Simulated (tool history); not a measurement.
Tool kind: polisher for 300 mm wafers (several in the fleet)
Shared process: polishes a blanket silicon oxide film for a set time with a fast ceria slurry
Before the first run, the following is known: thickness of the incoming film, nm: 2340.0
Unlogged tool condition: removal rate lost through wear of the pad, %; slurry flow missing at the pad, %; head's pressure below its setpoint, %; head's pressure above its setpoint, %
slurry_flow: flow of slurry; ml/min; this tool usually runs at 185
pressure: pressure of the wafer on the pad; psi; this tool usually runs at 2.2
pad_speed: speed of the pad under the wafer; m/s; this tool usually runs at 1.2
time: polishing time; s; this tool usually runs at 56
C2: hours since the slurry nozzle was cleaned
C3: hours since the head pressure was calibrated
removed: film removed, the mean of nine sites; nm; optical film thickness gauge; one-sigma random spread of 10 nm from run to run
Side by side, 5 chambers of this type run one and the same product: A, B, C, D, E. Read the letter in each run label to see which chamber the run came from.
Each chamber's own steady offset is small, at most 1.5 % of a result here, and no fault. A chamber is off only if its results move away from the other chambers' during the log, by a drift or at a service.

{"run": "1A", "hour": 9.9, "slurry_flow": 185, "pressure": 2.2, "pad_speed": 1.2, "time": 56, "wafers polished on this pad": 254, "C2": 363, "C3": 35.9, "removed": 959.55}
{"hour": 15.7, "done": "chamber E: worn pad replaced by a new one"}
{"run": "2C", "hour": 15.9, "slurry_flow": 185, "pressure": 2.2, "pad_speed": 1.2, "time": 56, "wafers polished on this pad": 395, "C2": 283.6, "C3": 872.6, "removed": 975.83}
{"hour": 21.4, "done": "chamber A: slurry nozzle cleaned"}
{"run": "3E", "hour": 27.7, "slurry_flow": 185, "pressure": 2.2, "pad_speed": 1.2, "time": 56, "wafers polished on this pad": 158, "C2": 108.6, "C3": 286, "removed": 965.03}
{"run": "4B", "hour": 37.2, "slurry_flow": 185, "pressure": 2.2, "pad_speed": 1.2, "time": 56, "wafers polished on this pad": 517, "C2": 332.2, "C3": 254, "removed": 964.79}
{"run": "5D", "hour": 45.2, "slurry_flow": 185, "pressure": 2.2, "pad_speed": 1.2, "time": 56, "wafers polished on this pad": 835, "C2": 128.6, "C3": 573, "removed": 992.6}
{"hour": 50.1, "done": "chamber C: worn pad replaced by a new one"}
{"run": "6D", "hour": 51.5, "slurry_flow": 185, "pressure": 2.2, "pad_speed": 1.2, "time": 56, "wafers polished on this pad": 918, "C2": 134.9, "C3": 579.3, "removed": 971.36}
{"hour": 53.0, "done": "chamber A: worn pad replaced by a new one"}
{"run": "7A", "hour": 60.7, "slurry_flow": 225, "pressure": 2.9, "pad_speed": 1.2, "time": 56, "wafers polished on this pad": 102, "C2": 39.4, "C3": 86.7, "removed": 1290.4}
{"hour": 67.1, "done": "chamber D: worn pad replaced by a new one"}
{"run": "8B", "hour": 72.4, "slurry_flow": 225, "pressure": 2.9, "pad_speed": 1.2, "time": 56, "wafers polished on this pad": 980, "C2": 367.4, "C3": 289.2, "removed": 1304.3}
{"run": "9C", "hour": 79.9, "slurry_flow": 225, "pressure": 2.9, "pad_speed": 1.2, "time": 56, "wafers polished on this pad": 392, "C2": 347.6, "C3": 936.6, "removed": 1310.2}
{"hour": 83.1, "done": "chamber E: head pressure recalibrated"}
{"hour": 85.3, "done": "chamber B: worn pad replaced by a new one"}
{"run": "10E", "hour": 87.0, "slurry_flow": 225, "pressure": 2.9, "pad_speed": 1.2, "time": 56, "wafers polished on this pad": 937, "C2": 167.9, "C3": 4, "removed": 1321.3}
{"hour": 88.6, "done": "chamber E: worn pad replaced by a new one"}
{"run": "11D", "hour": 96.6, "slurry_flow": 225, "pressure": 2.9, "pad_speed": 1.2, "time": 56, "wafers polished on this pad": 388, "C2": 180, "C3": 624.4, "removed": 1313.4}
{"run": "12C", "hour": 107.2, "slurry_flow": 185, "pressure": 1.9, "pad_speed": 1.2, "time": 49, "wafers polished on this pad": 751, "C2": 374.9, "C3": 963.9, "removed": 740.95}
{"hour": 114.5, "done": "chamber C: worn pad replaced by a new one"}
{"run": "13A", "hour": 116.7, "slurry_flow": 185, "pressure": 1.9, "pad_speed": 1.2, "time": 49, "wafers polished on this pad": 837, "C2": 95.4, "C3": 142.7, "removed": 744.65}
{"run": "14B", "hour": 124.1, "slurry_flow": 185, "pressure": 1.9, "pad_speed": 1.2, "time": 49, "wafers polished on this pad": 510, "C2": 419.1, "C3": 340.9, "removed": 720.7}
{"hour": 129.5, "done": "chamber A: worn pad replaced by a new one"}
{"run": "15E", "hour": 130.6, "slurry_flow": 185, "pressure": 1.9, "pad_speed": 1.2, "time": 49, "wafers polished on this pad": 553, "C2": 211.5, "C3": 47.6, "removed": 739.71}
{"hour": 140.6, "done": "chamber D: head pressure recalibrated"}
{"run": "16C", "hour": 141.2, "slurry_flow": 185, "pressure": 1.9, "pad_speed": 1.2, "time": 49, "wafers polished on this pad": 351, "C2": 408.9, "C3": 997.9, "removed": 737.48}
{"hour": 142.7, "done": "chamber C: head pressure recalibrated"}
{"run": "17A", "hour": 150.5, "slurry_flow": 185, "pressure": 2.2, "pad_speed": 1.2, "time": 56, "wafers polished on this pad": 276, "C2": 129.2, "C3": 176.5, "removed": 980.7}
{"hour": 153.9, "done": "chamber D: worn pad replaced by a new one"}
{"run": "18B", "hour": 156.0, "slurry_flow": 185, "pressure": 2.2, "pad_speed": 1.2, "time": 56, "wafers polished on this pad": 930, "C2": 451, "C3": 372.8, "removed": 956.84}
{"run": "19D", "hour": 162.0, "slurry_flow": 185, "pressure": 2.2, "pad_speed": 1.2, "time": 56, "wafers polished on this pad": 106, "C2": 245.4, "C3": 21.5, "removed": 866.38}
{"hour": 163.5, "done": "chamber E: worn pad replaced by a new one"}
{"hour": 168.1, "done": "chamber B: worn pad replaced by a new one"}
{"run": "20E", "hour": 171.4, "slurry_flow": 185, "pressure": 2.2, "pad_speed": 1.2, "time": 56, "wafers polished on this pad": 104, "C2": 252.3, "C3": 88.4, "removed": 963.04}
{"run": "21C", "hour": 177.0, "slurry_flow": 185, "pressure": 2.2, "pad_speed": 1.2, "time": 56, "wafers polished on this pad": 822, "C2": 444.7, "C3": 34.4, "removed": 967.26}
{"run": "22D", "hour": 188.3, "slurry_flow": 185, "pressure": 2.2, "pad_speed": 1.2, "time": 56, "wafers polished on this pad": 452, "C2": 271.7, "C3": 47.8, "removed": 860.17}
{"hour": 188.9, "done": "chamber C: worn pad replaced by a new one"}
{"hour": 191.5, "done": "chamber C: slurry nozzle cleaned"}
{"run": "23A", "hour": 197.5, "slurry_flow": 185, "pressure": 2.2, "pad_speed": 1.2, "time": 56, "wafers polished on this pad": 894, "C2": 176.2, "C3": 223.5, "removed": 988.37}
{"hour": 198.0, "done": "chamber A: worn pad replaced by a new one"}
{"run": "24E", "hour": 204.3, "slurry_flow": 185, "pressure": 2.2, "pad_speed": 1.2, "time": 56, "wafers polished on this pad": 537, "C2": 285.2, "C3": 121.3, "removed": 974.82}
{"run": "25B", "hour": 215.2, "slurry_flow": 185, "pressure": 2.2, "pad_speed": 1.2, "time": 56, "wafers polished on this pad": 619, "C2": 510.2, "C3": 432, "removed": 964.58}
{"run": "26B", "hour": 226.6, "slurry_flow": 185, "pressure": 2.2, "pad_speed": 1.2, "time": 56, "wafers polished on this pad": 769, "C2": 521.6, "C3": 443.4, "removed": 963.13}
{"run": "27C", "hour": 235.0, "slurry_flow": 185, "pressure": 2.2, "pad_speed": 1.56, "time": 65, "wafers polished on this pad": 606, "C2": 43.6, "C3": 92.4, "removed": 1481.7}
{"hour": 236.9, "done": "chamber E: slurry nozzle cleaned"}
{"run": "28D", "hour": 241.8, "slurry_flow": 185, "pressure": 2.2, "pad_speed": 1.56, "time": 65, "wafers polished on this pad": 1155, "C2": 325.2, "C3": 101.3, "removed": 1327.3}
{"hour": 244.2, "done": "chamber E: worn pad replaced by a new one"}
{"run": "29E", "hour": 251.3, "slurry_flow": 185, "pressure": 2.2, "pad_speed": 1.56, "time": 65, "wafers polished on this pad": 94, "C2": 14.4, "C3": 168.3, "removed": 1478.6}
{"hour": 256.0, "done": "chamber C: worn pad replaced by a new one"}
{"run": "30A", "hour": 262.7, "slurry_flow": 185, "pressure": 2.2, "pad_speed": 1.56, "time": 65, "wafers polished on this pad": 850, "C2": 241.4, "C3": 288.7, "removed": 1446.4}
{"hour": 265.1, "done": "chamber A: worn pad replaced by a new one"}
{"hour": 265.6, "done": "chamber D: worn pad replaced by a new one"}
{"hour": 265.9, "done": "chamber B: worn pad replaced by a new one"}
{"run": "31D", "hour": 271.0, "slurry_flow": 185, "pressure": 2.2, "pad_speed": 1.56, "time": 65, "wafers polished on this pad": 71, "C2": 354.4, "C3": 130.5, "removed": 1298.1}
{"run": "32B", "hour": 278.8, "slurry_flow": 185, "pressure": 2.2, "pad_speed": 1.2, "time": 56, "wafers polished on this pad": 170, "C2": 573.8, "C3": 495.6, "removed": 974.7}
{"run": "33A", "hour": 284.8, "slurry_flow": 185, "pressure": 2.2, "pad_speed": 1.2, "time": 56, "wafers polished on this pad": 259, "C2": 263.5, "C3": 310.8, "removed": 967.15}
{"run": "34C", "hour": 291.7, "slurry_flow": 185, "pressure": 2.2, "pad_speed": 1.2, "time": 56, "wafers polished on this pad": 470, "C2": 100.3, "C3": 149.1, "removed": 965.22}
{"run": "35E", "hour": 303.5, "slurry_flow": 185, "pressure": 2.2, "pad_speed": 1.2, "time": 56, "wafers polished on this pad": 780, "C2": 66.6, "C3": 220.5, "removed": 979.4}
{"hour": 305.3, "done": "chamber A: slurry nozzle cleaned"}
{"hour": 310.3, "done": "chamber E: worn pad replaced by a new one"}
{"run": "36B", "hour": 313.9, "slurry_flow": 185, "pressure": 2.2, "pad_speed": 1.2, "time": 56, "wafers polished on this pad": 631, "C2": 608.9, "C3": 530.7, "removed": 975.03}
{"hour": 317.3, "done": "chamber C: worn pad replaced by a new one"}
{"run": "37A", "hour": 322.3, "slurry_flow": 185, "pressure": 2.2, "pad_speed": 1.2, "time": 56, "wafers polished on this pad": 752, "C2": 17, "C3": 348.3, "removed": 1000.3}
{"run": "38D", "hour": 332.1, "slurry_flow": 185, "pressure": 2.2, "pad_speed": 1.2, "time": 56, "wafers polished on this pad": 874, "C2": 415.5, "C3": 191.6, "removed": 868.92}
{"run": "39C", "hour": 340.4, "slurry_flow": 185, "pressure": 2.2, "pad_speed": 1.2, "time": 56, "wafers polished on this pad": 304, "C2": 149, "C3": 197.8, "removed": 961.7}
{"run": "40E", "hour": 349.7, "slurry_flow": 185, "pressure": 2.2, "pad_speed": 1.2, "time": 56, "wafers polished on this pad": 518, "C2": 112.8, "C3": 266.7, "removed": 946.08}

The same settings go to every chamber for the next run, one line per chamber below. Forecast the results for each:
{"run": "41A", "hour": 358.5, "slurry_flow": 185, "pressure": 2.2, "pad_speed": 1.02, "time": 56, "removed": "?"}
{"run": "41B", "hour": 358.5, "slurry_flow": 185, "pressure": 2.2, "pad_speed": 1.02, "time": 56, "removed": "?"}
{"run": "41C", "hour": 358.5, "slurry_flow": 185, "pressure": 2.2, "pad_speed": 1.02, "time": 56, "removed": "?"}
{"run": "41D", "hour": 358.5, "slurry_flow": 185, "pressure": 2.2, "pad_speed": 1.02, "time": 56, "removed": "?"}
{"run": "41E", "hour": 358.5, "slurry_flow": 185, "pressure": 2.2, "pad_speed": 1.02, "time": 56, "removed": "?"}

run=41A removed=833.12
run=41B removed=821.18
run=41C removed=826.28
run=41D removed=732.15
run=41E removed=825.87
